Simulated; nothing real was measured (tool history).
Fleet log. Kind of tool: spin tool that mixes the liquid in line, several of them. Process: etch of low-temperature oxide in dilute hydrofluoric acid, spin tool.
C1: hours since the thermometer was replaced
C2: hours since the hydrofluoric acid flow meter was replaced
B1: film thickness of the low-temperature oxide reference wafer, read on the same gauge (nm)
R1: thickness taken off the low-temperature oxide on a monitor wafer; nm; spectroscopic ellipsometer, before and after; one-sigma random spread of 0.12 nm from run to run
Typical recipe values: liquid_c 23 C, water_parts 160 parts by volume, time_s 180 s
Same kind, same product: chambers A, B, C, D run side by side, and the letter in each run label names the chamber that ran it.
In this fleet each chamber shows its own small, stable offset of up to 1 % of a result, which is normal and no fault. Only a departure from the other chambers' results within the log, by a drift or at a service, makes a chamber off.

Run 1C, day 0.217: usual settings; C1 496.2; C2 288.5; B1 60. Result: R1 13.666 nm.
Run 2A, day 0.383: usual settings; C1 73.7; C2 786.7; B1 60.014. Result: R1 13.378 nm.
Run 3B, day 0.696: usual settings; C1 1729; C2 596.3; B1 60.063. Result: R1 13.432 nm.
Run 4D, day 0.975: usual settings; C1 746.6; C2 30.5; B1 59.989. Result: R1 13.549 nm.
Run 5C, day 1.258: usual settings; C1 521.2; C2 313.5; B1 59.995. Result: R1 13.819 nm.
Run 6D, day 1.496: usual settings; C1 759.1; C2 43; B1 60.016. Result: R1 13.65 nm.
Run 7B, day 1.812: usual settings; C1 1755.8; C2 623.1; B1 60.006. Result: R1 13.576 nm.
Run 8A, day 2.083: usual settings but liquid_c 18.5 C, water_parts 90 parts by volume; C1 114.5; C2 827.5; B1 60.035. Result: R1 21.802 nm.
Run 9D, day 2.233: usual settings but liquid_c 18.5 C, water_parts 90 parts by volume; C1 776.8; C2 60.7; B1 59.988. Result: R1 21.458 nm.
Run 10A, day 2.508: usual settings but liquid_c 18.5 C, water_parts 90 parts by volume; C1 124.7; C2 837.7; B1 59.963. Result: R1 21.84 nm.
Run 11B, day 2.762: usual settings but liquid_c 18.5 C, water_parts 90 parts by volume; C1 1778.6; C2 645.9; B1 60.002. Result: R1 21.411 nm.
Run 12C, day 2.921: usual settings; C1 561.1; C2 353.4; B1 60.006. Result: R1 13.668 nm.
Run 13C, day 3.133: usual settings; C1 566.2; C2 358.5; B1 60.005. Result: R1 13.759 nm.
Run 14B, day 3.367: usual settings; C1 1793.1; C2 660.4; B1 60.016. Result: R1 13.674 nm.
Run 15A, day 3.621: usual settings but water_parts 215 parts by volume; C1 151.4; C2 864.4; B1 59.956. Result: R1 9.5596 nm.
Run 16D, day 3.892: usual settings but water_parts 215 parts by volume; C1 816.6; C2 100.5; B1 59.979. Result: R1 9.6623 nm.
Run 17C, day 4.1: usual settings but water_parts 215 parts by volume; C1 589.4; C2 381.7; B1 60.023. Result: R1 9.7014 nm.
Run 18A, day 4.35: usual settings but water_parts 215 parts by volume; C1 168.9; C2 881.9; B1 59.988. Result: R1 9.5873 nm.
Run 19D, day 4.608: usual settings; C1 833.8; C2 117.7; B1 59.971. Result: R1 13.571 nm.
Run 20B, day 4.779: usual settings; C1 1827; C2 694.3; B1 59.985. Result: R1 13.621 nm.
Run 21B, day 4.975: usual settings but liquid_c 19 C, water_parts 220 parts by volume; C1 1831.7; C2 699; B1 60.006. Result: R1 8.064 nm.
Run 22C, day 5.25: usual settings but liquid_c 19 C, water_parts 220 parts by volume; C1 617; C2 409.3; B1 60.061. Result: R1 7.882 nm.
Run 23A, day 5.567: usual settings but liquid_c 19 C, water_parts 220 parts by volume; C1 198.1; C2 911.1; B1 59.982. Result: R1 8.1161 nm.
Run 24D, day 5.812: usual settings but liquid_c 19 C, water_parts 220 parts by volume; C1 862.7; C2 146.6; B1 60.02. Result: R1 8.1047 nm.
Run 25A, day 5.954: usual settings; C1 207.4; C2 920.4; B1 60.02. Result: R1 13.775 nm.
Run 26D, day 6.104: usual settings; C1 869.7; C2 153.6; B1 59.99. Result: R1 13.583 nm.
Run 27C, day 6.296: usual settings; C1 642.1; C2 434.4; B1 59.976. Result: R1 13.688 nm.
Run 28B, day 6.454: usual settings; C1 1867.2; C2 734.5; B1 60.03. Result: R1 13.574 nm.
Run 29D, day 6.771: usual settings; C1 885.7; C2 169.6; B1 59.994. Result: R1 13.562 nm.
Run 30B, day 6.962: usual settings; C1 1879.4; C2 746.7; B1 59.99. Result: R1 13.581 nm.
Run 31C, day 7.196: usual settings; C1 663.7; C2 456; B1 60.018. Result: R1 13.716 nm.
Run 32A, day 7.404: usual settings; C1 242.2; C2 955.2; B1 59.991. Result: R1 13.672 nm.

What goes on in this fleet: one chamber off, a drifting gauge, or nothing beyond the chambers' own small offsets? Name the chamber and the cause, if any.

Neither any chamber nor the gauge drifts; the chambers differ only by their own small, steady offsets.
